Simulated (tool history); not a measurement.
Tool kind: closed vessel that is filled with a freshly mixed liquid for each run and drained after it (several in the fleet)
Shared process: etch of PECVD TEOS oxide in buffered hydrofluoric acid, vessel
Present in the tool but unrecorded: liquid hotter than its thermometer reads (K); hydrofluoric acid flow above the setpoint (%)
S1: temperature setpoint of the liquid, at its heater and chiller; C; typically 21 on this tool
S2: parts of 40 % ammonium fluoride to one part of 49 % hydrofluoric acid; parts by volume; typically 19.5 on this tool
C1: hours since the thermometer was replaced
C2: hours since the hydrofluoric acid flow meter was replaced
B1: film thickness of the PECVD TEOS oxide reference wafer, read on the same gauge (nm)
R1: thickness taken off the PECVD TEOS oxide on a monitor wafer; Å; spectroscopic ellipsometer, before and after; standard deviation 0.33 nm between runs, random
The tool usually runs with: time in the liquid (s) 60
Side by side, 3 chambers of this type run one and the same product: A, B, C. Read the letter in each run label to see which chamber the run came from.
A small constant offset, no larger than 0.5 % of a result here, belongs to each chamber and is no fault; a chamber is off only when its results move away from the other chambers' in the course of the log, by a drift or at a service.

{"run": "1A", "hour": 13.8, "S1": 21, "S2": 19.5, "time in the liquid (s)": 60, "C1": 1186.3, "C2": 332.9, "B1": 150.0, "R1": 398.14}
{"run": "2B", "hour": 29.0, "S1": 21, "S2": 19.5, "time in the liquid (s)": 60, "C1": 47.1, "C2": 262.2, "B1": 149.99, "R1": 399.2}
{"run": "3C", "hour": 38.4, "S1": 21, "S2": 19.5, "time in the liquid (s)": 60, "C1": 68.6, "C2": 274.9, "B1": 150.01, "R1": 399.38}
{"run": "4A", "hour": 49.0, "S1": 21, "S2": 19.5, "time in the liquid (s)": 60, "C1": 1221.5, "C2": 368.1, "B1": 150.05, "R1": 395.83}
{"hour": 57.3, "done": "chamber A: hydrofluoric acid flow meter replaced"}
{"run": "5C", "hour": 57.3, "S1": 21, "S2": 19.5, "time in the liquid (s)": 60, "C1": 87.5, "C2": 293.8, "B1": 150.0, "R1": 395.67}
{"run": "6B", "hour": 70.1, "S1": 21, "S2": 19.5, "time in the liquid (s)": 60, "C1": 88.2, "C2": 303.3, "B1": 150.02, "R1": 400.18}
{"run": "7A", "hour": 78.8, "S1": 21, "S2": 19.5, "time in the liquid (s)": 60, "C1": 1251.3, "C2": 21.6, "B1": 149.98, "R1": 394.65}
{"run": "8B", "hour": 94.3, "S1": 21, "S2": 19.5, "time in the liquid (s)": 60, "C1": 112.4, "C2": 327.5, "B1": 149.98, "R1": 398.89}
{"run": "9C", "hour": 108.0, "S1": 21, "S2": 19.5, "time in the liquid (s)": 60, "C1": 138.2, "C2": 344.5, "B1": 150.0, "R1": 402.66}
{"run": "10B", "hour": 124.2, "S1": 21, "S2": 19.5, "time in the liquid (s)": 60, "C1": 142.3, "C2": 357.4, "B1": 149.97, "R1": 404.45}
{"run": "11A", "hour": 135.8, "S1": 21, "S2": 19.5, "time in the liquid (s)": 60, "C1": 1308.3, "C2": 78.6, "B1": 150.0, "R1": 404.61}
{"run": "12C", "hour": 148.2, "S1": 17, "S2": 19.5, "time in the liquid (s)": 60, "C1": 178.4, "C2": 384.7, "B1": 149.98, "R1": 319.98}
{"run": "13B", "hour": 162.4, "S1": 17, "S2": 19.5, "time in the liquid (s)": 60, "C1": 180.5, "C2": 395.6, "B1": 150.0, "R1": 330.73}
{"run": "14C", "hour": 177.4, "S1": 17, "S2": 19.5, "time in the liquid (s)": 60, "C1": 207.6, "C2": 413.9, "B1": 150.01, "R1": 319.18}
{"run": "15A", "hour": 184.4, "S1": 21, "S2": 19.5, "time in the liquid (s)": 60, "C1": 1356.9, "C2": 127.2, "B1": 150.01, "R1": 396.25}
{"run": "16B", "hour": 198.1, "S1": 21, "S2": 19.5, "time in the liquid (s)": 60, "C1": 216.2, "C2": 431.3, "B1": 150.01, "R1": 414.13}
{"run": "17C", "hour": 208.9, "S1": 21, "S2": 19.5, "time in the liquid (s)": 35, "C1": 239.1, "C2": 445.4, "B1": 150.01, "R1": 231.68}
{"run": "18A", "hour": 224.9, "S1": 21, "S2": 19.5, "time in the liquid (s)": 35, "C1": 1397.4, "C2": 167.7, "B1": 150.0, "R1": 232.4}
{"run": "19B", "hour": 239.4, "S1": 21, "S2": 19.5, "time in the liquid (s)": 35, "C1": 257.5, "C2": 472.6, "B1": 149.96, "R1": 242.68}
{"run": "20A", "hour": 247.3, "S1": 21, "S2": 19.5, "time in the liquid (s)": 60, "C1": 1419.8, "C2": 190.1, "B1": 150.02, "R1": 402.89}
{"run": "21C", "hour": 254.8, "S1": 21, "S2": 19.5, "time in the liquid (s)": 60, "C1": 285.0, "C2": 491.3, "B1": 149.97, "R1": 394.87}
{"run": "22B", "hour": 269.9, "S1": 21, "S2": 19.5, "time in the liquid (s)": 60, "C1": 288.0, "C2": 503.1, "B1": 149.97, "R1": 419.88}
{"run": "23A", "hour": 279.7, "S1": 21, "S2": 19.5, "time in the liquid (s)": 60, "C1": 1452.2, "C2": 222.5, "B1": 150.01, "R1": 395.47}
{"run": "24C", "hour": 289.9, "S1": 21, "S2": 19.5, "time in the liquid (s)": 60, "C1": 320.1, "C2": 526.4, "B1": 150.0, "R1": 400.18}
{"run": "25A", "hour": 298.0, "S1": 21, "S2": 19.5, "time in the liquid (s)": 60, "C1": 1470.5, "C2": 240.8, "B1": 149.99, "R1": 391.58}
{"run": "26B", "hour": 314.0, "S1": 21, "S2": 19.5, "time in the liquid (s)": 60, "C1": 332.1, "C2": 547.2, "B1": 149.97, "R1": 416.16}
{"run": "27C", "hour": 323.3, "S1": 21, "S2": 19.5, "time in the liquid (s)": 60, "C1": 353.5, "C2": 559.8, "B1": 149.99, "R1": 396.95}
{"run": "28B", "hour": 337.7, "S1": 21, "S2": 19.5, "time in the liquid (s)": 60, "C1": 355.8, "C2": 570.9, "B1": 149.97, "R1": 429.56}
{"run": "29C", "hour": 350.8, "S1": 21, "S2": 19.5, "time in the liquid (s)": 60, "C1": 381.0, "C2": 587.3, "B1": 149.98, "R1": 398.15}
{"run": "30A", "hour": 361.3, "S1": 21, "S2": 19.5, "time in the liquid (s)": 60, "C1": 1533.8, "C2": 304.1, "B1": 150.0, "R1": 400.09}
{"run": "31C", "hour": 369.1, "S1": 21, "S2": 19.5, "time in the liquid (s)": 60, "C1": 399.3, "C2": 605.6, "B1": 150.01, "R1": 403.43}
{"run": "32A", "hour": 378.8, "S1": 21, "S2": 19.5, "time in the liquid (s)": 60, "C1": 1551.3, "C2": 321.6, "B1": 149.99, "R1": 404.43}
{"run": "33B", "hour": 389.6, "S1": 21, "S2": 19.5, "time in the liquid (s)": 60, "C1": 407.7, "C2": 622.8, "B1": 150.02, "R1": 437.37}
{"run": "34A", "hour": 403.7, "S1": 21, "S2": 19.5, "time in the liquid (s)": 60, "C1": 1576.2, "C2": 346.5, "B1": 150.01, "R1": 403.3}
{"run": "35C", "hour": 417.7, "S1": 21, "S2": 19.5, "time in the liquid (s)": 60, "C1": 447.9, "C2": 654.2, "B1": 150.02, "R1": 396.12}
{"run": "36B", "hour": 431.1, "S1": 21, "S2": 19.5, "time in the liquid (s)": 60, "C1": 449.2, "C2": 664.3, "B1": 150.0, "R1": 442.39}
{"run": "37B", "hour": 440.3, "S1": 21, "S2": 19.5, "time in the liquid (s)": 60, "C1": 458.4, "C2": 673.5, "B1": 150.0, "R1": 439.37}
{"run": "38A", "hour": 456.4, "S1": 21, "S2": 19.5, "time in the liquid (s)": 60, "C1": 1628.9, "C2": 399.2, "B1": 149.99, "R1": 397.1}
{"run": "39C", "hour": 467.2, "S1": 21, "S2": 19.5, "time in the liquid (s)": 60, "C1": 497.4, "C2": 703.7, "B1": 149.99, "R1": 400.78}
{"run": "40C", "hour": 481.5, "S1": 21, "S2": 19.5, "time in the liquid (s)": 60, "C1": 511.7, "C2": 718.0, "B1": 150.01, "R1": 405.56}
{"run": "41B", "hour": 492.9, "S1": 21, "S2": 19.5, "time in the liquid (s)": 60, "C1": 511.0, "C2": 726.1, "B1": 150.0, "R1": 443.75}

Each of the 3 chambers runs these same settings next. Fill in every chamber's results:
{"run": "42A", "hour": 504.5, "S1": 21, "S2": 27.0, "time in the liquid (s)": 60, "R1": "?"}
{"run": "42B", "hour": 504.5, "S1": 21, "S2": 27.0, "time in the liquid (s)": 60, "R1": "?"}
{"run": "42C", "hour": 504.5, "S1": 21, "S2": 27.0, "time in the liquid (s)": 60, "R1": "?"}

run=42A R1=319.56
run=42B R1=340.58
run=42C R1=319.56

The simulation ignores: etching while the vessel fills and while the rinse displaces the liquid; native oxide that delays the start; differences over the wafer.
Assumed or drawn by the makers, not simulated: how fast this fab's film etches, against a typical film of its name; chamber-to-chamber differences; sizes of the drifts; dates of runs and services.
